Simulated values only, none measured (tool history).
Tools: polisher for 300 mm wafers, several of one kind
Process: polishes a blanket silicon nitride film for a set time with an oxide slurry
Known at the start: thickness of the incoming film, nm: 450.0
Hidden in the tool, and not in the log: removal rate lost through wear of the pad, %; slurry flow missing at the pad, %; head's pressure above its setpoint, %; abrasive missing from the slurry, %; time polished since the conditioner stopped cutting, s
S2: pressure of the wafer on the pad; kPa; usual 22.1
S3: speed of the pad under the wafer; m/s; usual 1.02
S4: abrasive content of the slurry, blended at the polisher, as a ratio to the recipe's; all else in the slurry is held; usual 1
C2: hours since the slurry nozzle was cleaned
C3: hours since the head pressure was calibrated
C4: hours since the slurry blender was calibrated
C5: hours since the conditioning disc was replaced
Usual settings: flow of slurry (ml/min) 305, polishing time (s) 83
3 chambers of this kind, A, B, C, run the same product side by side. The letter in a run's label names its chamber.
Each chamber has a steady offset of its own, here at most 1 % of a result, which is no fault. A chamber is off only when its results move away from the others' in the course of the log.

At day 0.15: chamber C: worn pad replaced by a new one.
Run 1C, day 0.475: usual settings; wafers polished on this pad 102; C2 324.8; C3 285.1; C4 20.5; C5 131.6. Result: film removed (angstrom) 523.61.
Run 2A, day 0.808: usual settings; wafers polished on this pad 583; C2 258.2; C3 133.4; C4 80; C5 52.1. Result: film removed (angstrom) 525.12.
Run 3B, day 1.1: usual settings; wafers polished on this pad 437; C2 385.5; C3 753.5; C4 176.7; C5 410.7. Result: film removed (angstrom) 528.82.
Run 4C, day 1.575: usual settings; wafers polished on this pad 443; C2 351.2; C3 311.5; C4 46.9; C5 158. Result: film removed (angstrom) 524.02.
Run 5B, day 2.071: usual settings; wafers polished on this pad 738; C2 408.8; C3 776.8; C4 200; C5 434. Result: film removed (angstrom) 516.28.
At day 2.479: chamber B: conditioning disc replaced and pad reconditioned.
At day 2.483: chamber A: worn pad replaced by a new one.
Run 6A, day 2.583: usual settings; wafers polished on this pad 31; C2 300.8; C3 176; C4 122.6; C5 94.7. Result: film removed (angstrom) 527.25.
Run 7B, day 2.862: usual settings; wafers polished on this pad 983; C2 427.8; C3 795.8; C4 219; C5 9.3. Result: film removed (angstrom) 523.88.
At day 2.867: chamber C: worn pad replaced by a new one.
Run 8C, day 3.421: usual settings; wafers polished on this pad 173; C2 395.5; C3 355.8; C4 91.2; C5 202.3. Result: film removed (angstrom) 533.54.
At day 3.512: chamber B: slurry nozzle cleaned.
Run 9A, day 3.8: usual settings; wafers polished on this pad 409; C2 330; C3 205.2; C4 151.8; C5 123.9. Result: film removed (angstrom) 532.88.
Run 10C, day 4.246: usual settings; wafers polished on this pad 429; C2 415.3; C3 375.6; C4 111; C5 222.1. Result: film removed (angstrom) 523.72.
At day 4.288: chamber C: slurry blender recalibrated.
At day 4.667: chamber B: slurry blender recalibrated.
Run 11B, day 4.808: usual settings; wafers polished on this pad 1587; C2 31.2; C3 842.5; C4 3.5; C5 56. Result: film removed (angstrom) 522.57.
At day 4.858: chamber A: slurry blender recalibrated.
At day 4.967: chamber B: worn pad replaced by a new one.
Run 12A, day 5.342: usual settings but S3 1.32 m/s; wafers polished on this pad 887; C2 367; C3 242.2; C4 11.6; C5 160.9. Result: film removed (angstrom) 642.5.
At day 5.725: chamber A: worn pad replaced by a new one.
Run 13C, day 5.808: usual settings but S3 1.32 m/s; wafers polished on this pad 913; C2 452.8; C3 413.1; C4 36.5; C5 259.6. Result: film removed (angstrom) 648.9.
At day 5.954: chamber C: worn pad replaced by a new one.
At day 6.038: chamber A: slurry nozzle cleaned.
Run 14A, day 6.312: usual settings but S3 1.32 m/s; wafers polished on this pad 182; C2 6.6; C3 265.5; C4 34.9; C5 184.2. Result: film removed (angstrom) 645.4.
At day 6.508: chamber C: conditioning disc replaced and pad reconditioned.
Run 15B, day 6.875: usual settings but S2 15.9 kPa, polishing time (s) 72; wafers polished on this pad 592; C2 80.8; C3 892.1; C4 53.1; C5 105.6. Result: film removed (angstrom) 324.97.
Run 16B, day 7.392: usual settings but S2 15.9 kPa, polishing time (s) 72; wafers polished on this pad 753; C2 93.2; C3 904.5; C4 65.5; C5 118. Result: film removed (angstrom) 323.98.
Run 17C, day 7.754: usual settings but S2 15.9 kPa, polishing time (s) 72; wafers polished on this pad 558; C2 499.5; C3 459.8; C4 83.2; C5 30. Result: film removed (angstrom) 326.01.
Run 18A, day 8.246: usual settings; wafers polished on this pad 782; C2 53; C3 311.9; C4 81.3; C5 230.6. Result: film removed (angstrom) 527.17.
Run 19C, day 8.508: usual settings; wafers polished on this pad 792; C2 517.6; C3 477.9; C4 101.3; C5 48.1. Result: film removed (angstrom) 528.18.
At day 8.696: chamber C: slurry blender recalibrated.
At day 8.883: chamber A: head pressure recalibrated.
Run 20B, day 8.958: usual settings; wafers polished on this pad 1239; C2 130.8; C3 942.1; C4 103.1; C5 155.6. Result: film removed (angstrom) 527.46.
Run 21A, day 9.379: usual settings; wafers polished on this pad 1134; C2 80.2; C3 11.9; C4 108.5; C5 257.8. Result: film removed (angstrom) 523.11.
At day 9.45: chamber C: worn pad replaced by a new one.
At day 9.575: chamber A: worn pad replaced by a new one.
Run 22B, day 9.683: usual settings; wafers polished on this pad 1464; C2 148.2; C3 959.5; C4 120.5; C5 173. Result: film removed (angstrom) 519.56.
At day 10.079: chamber B: worn pad replaced by a new one.
Run 23C, day 10.117: usual settings; wafers polished on this pad 206; C2 556.2; C3 516.5; C4 34.2; C5 86.7. Result: film removed (angstrom) 521.32.
Run 24A, day 10.438: usual settings but S2 26.2 kPa; wafers polished on this pad 268; C2 105.6; C3 37.3; C4 133.9; C5 283.2. Result: film removed (angstrom) 628.03.
Run 25A, day 10.85: usual settings but S2 26.2 kPa; wafers polished on this pad 396; C2 115.5; C3 47.2; C4 143.8; C5 293.1. Result: film removed (angstrom) 631.34.
Run 26B, day 11.258: usual settings but S2 26.2 kPa; wafers polished on this pad 366; C2 186; C3 997.3; C4 158.3; C5 210.8. Result: film removed (angstrom) 618.67.
Run 27C, day 11.642: usual settings; wafers polished on this pad 680; C2 592.8; C3 553.1; C4 70.8; C5 123.3. Result: film removed (angstrom) 528.67.
Run 28C, day 11.946: usual settings; wafers polished on this pad 774; C2 600.1; C3 560.4; C4 78.1; C5 130.6. Result: film removed (angstrom) 528.86.
Run 29B, day 12.212: usual settings; wafers polished on this pad 662; C2 208.9; C3 1020.2; C4 181.2; C5 233.7. Result: film removed (angstrom) 519.92.
At day 12.358: chamber A: slurry blender recalibrated.
Run 30A, day 12.683: usual settings; wafers polished on this pad 964; C2 159.5; C3 91.2; C4 7.9; C5 337.1. Result: film removed (angstrom) 525.4.
At day 12.708: chamber C: worn pad replaced by a new one.
At day 12.746: chamber C: slurry blender recalibrated.
At day 13.125: chamber A: worn pad replaced by a new one.
Run 31A, day 13.146: usual settings; wafers polished on this pad 6; C2 170.6; C3 102.3; C4 19; C5 348.2. Result: film removed (angstrom) 534.84.
Run 32C, day 13.725: usual settings; wafers polished on this pad 316; C2 642.8; C3 603.1; C4 23.6; C5 173.3. Result: film removed (angstrom) 533.65.
Run 33B, day 14.254: usual settings; wafers polished on this pad 1295; C2 257.9; C3 1069.2; C4 230.2; C5 282.7. Result: film removed (angstrom) 522.33.
Run 34B, day 14.538: usual settings; wafers polished on this pad 1383; C2 264.7; C3 1076; C4 237; C5 289.5. Result: film removed (angstrom) 524.53.
Run 35C, day 15.071: usual settings; wafers polished on this pad 733; C2 675.1; C3 635.4; C4 55.9; C5 205.6. Result: film removed (angstrom) 528.35.
Run 36A, day 15.567: usual settings; wafers polished on this pad 757; C2 228.7; C3 160.4; C4 77.1; C5 406.3. Result: film removed (angstrom) 524.38.
Run 37C, day 15.917: usual settings; wafers polished on this pad 996; C2 695.4; C3 655.7; C4 76.2; C5 225.9. Result: film removed (angstrom) 530.1.

Next, every chamber runs the same settings. What will each give?
Run 38A, day 16.35: usual settings. Result: film removed (angstrom) ?.
Run 38B, day 16.35: usual settings. Result: film removed (angstrom) ?.
Run 38C, day 16.35: usual settings. Result: film removed (angstrom) ?.

run  film removed (angstrom)
38A                   532.24
38B                   521.54
38C                   533.08
